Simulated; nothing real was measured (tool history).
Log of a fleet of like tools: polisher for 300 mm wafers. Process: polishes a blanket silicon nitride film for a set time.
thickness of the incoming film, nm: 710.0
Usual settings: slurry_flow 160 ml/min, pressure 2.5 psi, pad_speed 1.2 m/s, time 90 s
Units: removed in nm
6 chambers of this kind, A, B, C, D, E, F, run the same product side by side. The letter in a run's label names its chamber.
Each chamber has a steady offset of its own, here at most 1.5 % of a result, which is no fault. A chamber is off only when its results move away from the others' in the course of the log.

run	hour	slurry_flow	pressure	pad_speed	time	wafers polished on this pad	hours since the slurry nozzle was cleaned	hours since the head pressure was calibrated	removed
1D	9.5	160	2.5	1.2	90	687	315.7	681.4	119.22
2A	17.4	160	2.5	1.2	90	626	26	212.3	117.95
3B	25.8	160	2.5	1.2	90	644	638.3	220.4	118.31
# hour 26.2: chamber B: worn pad replaced by a new one
# hour 28.1: chamber D: worn pad replaced by a new one
4E	36.9	160	2.5	1.2	90	847	322.3	875	116.99
# hour 40: chamber A: worn pad replaced by a new one
5F	46.7	160	2.5	1.2	90	514	718.5	1203.4	119.15
# hour 53.1: chamber C: worn pad replaced by a new one
6C	54.9	160	2.5	1.2	90	14	244.4	670.5	121.14
7D	63	160	2.5	1.2	90	275	369.2	734.9	120.6
8B	69.9	160	2.5	1.2	90	345	682.4	264.5	118.78
# hour 79.4: chamber E: worn pad replaced by a new one
9A	79.4	160	2.5	1.2	90	310	88	274.3	117.55
10E	85.9	160	2.5	1.2	90	51	371.3	924	117.86
11C	93.4	160	2.5	1.2	90	318	282.9	709	121.77
12F	102.2	160	2.5	1.2	90	952	774	1258.9	119.86
13B	111	160	2.5	1.2	90	669	723.5	305.6	120.04
# hour 116: chamber B: worn pad replaced by a new one
14D	116.5	160	2.5	1.2	90	697	422.7	788.4	118.06
15A	122	160	3	1.2	113	647	130.6	316.9	178.95
# hour 124.5: chamber A: worn pad replaced by a new one
16C	129.4	160	3	1.2	113	602	318.9	745	183.41
# hour 132.3: chamber D: worn pad replaced by a new one
17E	138.1	160	3	1.2	113	463	423.5	976.2	178.19
# hour 139.6: chamber F: slurry nozzle cleaned
# hour 147.6: chamber F: worn pad replaced by a new one
18F	148.3	160	3	1.2	113	6	8.7	1305	179.67
# hour 151.2: chamber B: slurry nozzle cleaned
19A	157.6	160	3	1.2	113	261	166.2	352.5	179.56
20B	169.1	160	3	1.2	113	419	18	363.7	180.7
21E	178.9	160	2.5	1.2	90	785	464.3	1017	115.85
# hour 187.1: chamber A: head pressure recalibrated
22D	188.3	160	2.5	1.5	90	442	494.5	860.2	141.6
23C	196.2	160	2.5	1.5	90	1129	385.7	811.8	146.02
# hour 197: chamber D: slurry nozzle cleaned
# hour 202.4: chamber C: worn pad replaced by a new one
24F	205.5	160	2.5	1.5	90	457	65.9	1362.2	139.06
# hour 211.6: chamber A: worn pad replaced by a new one
# hour 212.2: chamber B: worn pad replaced by a new one
25B	214.3	160	2.5	1.5	90	16	63.2	408.9	142.89
# hour 219.2: chamber E: worn pad replaced by a new one
26A	222.7	160	2.5	1.5	90	87	231.3	35.7	137.84
27F	228.1	160	2.5	1.5	90	635	88.5	1384.8	142.9
# hour 235.1: chamber E: head pressure recalibrated
28E	235.9	160	2.5	1.2	90	132	521.3	0.9	116.34
# hour 238.3: chamber D: worn pad replaced by a new one
# hour 239: chamber F: head pressure recalibrated
29D	244.8	160	2.5	1.2	90	51	47.9	916.7	117.86
30C	254.9	160	2.5	1.2	90	414	444.4	870.5	121.88
31D	266.1	160	2.5	1.2	90	220	69.2	938	120.08
32B	274.7	160	2.5	1.2	90	493	123.6	469.3	117.31
33E	285.7	160	2.5	1.2	90	524	571.1	50.7	117.74
# hour 292.2: chamber B: worn pad replaced by a new one
34F	295.1	160	2.5	1.2	90	1164	155.5	56.1	118.74
35A	304	160	2.5	1.2	90	729	312.6	117	118.73
# hour 304.4: chamber A: worn pad replaced by a new one
36C	310.7	135	2.5	1.2	90	854	500.2	926.3	116.39
# hour 312.4: chamber F: worn pad replaced by a new one
# hour 319.9: chamber D: worn pad replaced by a new one
37E	320	135	2.5	1.2	90	795	605.4	85	112.64
38F	331.7	135	2.5	1.2	90	152	192.1	92.7	115.08
# hour 339.8: chamber C: worn pad replaced by a new one
39C	341.4	135	2.5	1.2	90	13	530.9	957	116.7
40A	350.4	135	2.5	1.2	90	362	359	163.4	114.33
41D	359	135	2.5	1.2	90	309	162.1	1030.9	118.05
42B	367.1	160	2.5	1.2	90	591	216	561.7	117.17
43B	373.5	160	2.5	1.2	90	641	222.4	568.1	118.56

Is one chamber off against the others, does the gauge drift, or is nothing wrong? If a chamber is off, say which, and what the likeliest cause is.

No chamber stands off beyond its own small offset, and the gauge holds steady.
